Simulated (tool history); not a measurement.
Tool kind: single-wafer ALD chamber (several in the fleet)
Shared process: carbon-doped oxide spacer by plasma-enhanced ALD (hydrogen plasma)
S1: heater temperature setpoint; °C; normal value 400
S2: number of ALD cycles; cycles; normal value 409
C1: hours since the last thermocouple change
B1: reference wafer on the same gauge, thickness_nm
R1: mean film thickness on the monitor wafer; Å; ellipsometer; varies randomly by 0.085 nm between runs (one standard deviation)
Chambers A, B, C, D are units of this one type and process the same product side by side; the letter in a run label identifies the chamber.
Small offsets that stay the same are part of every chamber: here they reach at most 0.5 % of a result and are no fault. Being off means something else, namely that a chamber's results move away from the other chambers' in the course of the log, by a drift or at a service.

run	hour	S1	S2	C1	B1	R1
1A	9.6	400	409	1076.5	23.2	204.18
# hour 16.2: chamber C: thermocouple changed; heater temperature recalibrated
2B	17.3	400	409	1288.7	23.207	205.73
3C	25.2	400	409	9.1	23.224	204.82
4D	34.4	400	409	1132.1	23.213	205.36
5C	44.2	400	409	28.1	23.202	206.45
6D	56.2	400	409	1153.9	23.198	206.11
7B	61.7	400	409	1333.1	23.19	206.43
8A	71.9	400	464	1138.8	23.209	232.38
9A	80.9	400	464	1147.8	23.21	231.79
10C	86.8	400	464	70.7	23.197	234.03
11D	94.4	400	464	1192.1	23.21	232.34
12B	102.4	400	409	1373.8	23.215	205.91
13C	111.5	400	409	95.4	23.199	206.53
14D	123.7	400	409	1221.4	23.185	205.14
15A	129.7	400	409	1196.6	23.191	205.18
16B	137.1	400	409	1408.5	23.202	206.3
17B	144.8	400	409	1416.2	23.188	205.01
18A	152.9	400	409	1219.8	23.189	205.93
19D	162.6	400	409	1260.3	23.195	203.81
20C	167.9	400	409	151.8	23.172	206.33
21C	175.1	400	409	159	23.204	205.08
22A	186.5	400	409	1253.4	23.183	203.49
23B	196.8	400	409	1468.2	23.199	204.82
24D	207.9	412	459	1305.6	23.214	222.6
25A	214.6	412	459	1281.5	23.206	220.96
26B	226.8	412	459	1498.2	23.184	221.94
27D	233.3	412	459	1331	23.206	221.2
28C	240	400	409	223.9	23.166	205.02
29B	247.4	400	409	1518.8	23.18	205.9
30A	258.1	400	409	1325	23.194	204.65
31C	270.4	400	409	254.3	23.172	206.27
# hour 274: chamber A: thermocouple changed; heater temperature recalibrated
32D	278.5	400	409	1376.2	23.193	204.28
33C	283.9	388	409	267.8	23.213	204.87
34D	292.7	388	409	1390.4	23.181	203.13
35B	301.7	388	409	1573.1	23.195	204.18
36A	313.2	388	409	39.3	23.211	203.3
37D	323.3	400	409	1421	23.224	204.4
38C	334	400	409	317.9	23.193	205.42
39A	344.5	400	409	70.6	23.214	204.02
40B	354.2	400	409	1625.6	23.222	205.71
41A	364.5	400	409	90.6	23.211	205.61
42C	371.9	400	409	355.8	23.232	205.77

Next, all 4 chambers run the settings below, one line each with question marks for the results. What does each chamber give?
43A	380.7	391	409			?
43B	380.7	391	409			?
43C	380.7	391	409			?
43D	380.7	391	409			?

run	R1
43A	205.16
43B	206.67
43C	204.11
43D	204.55
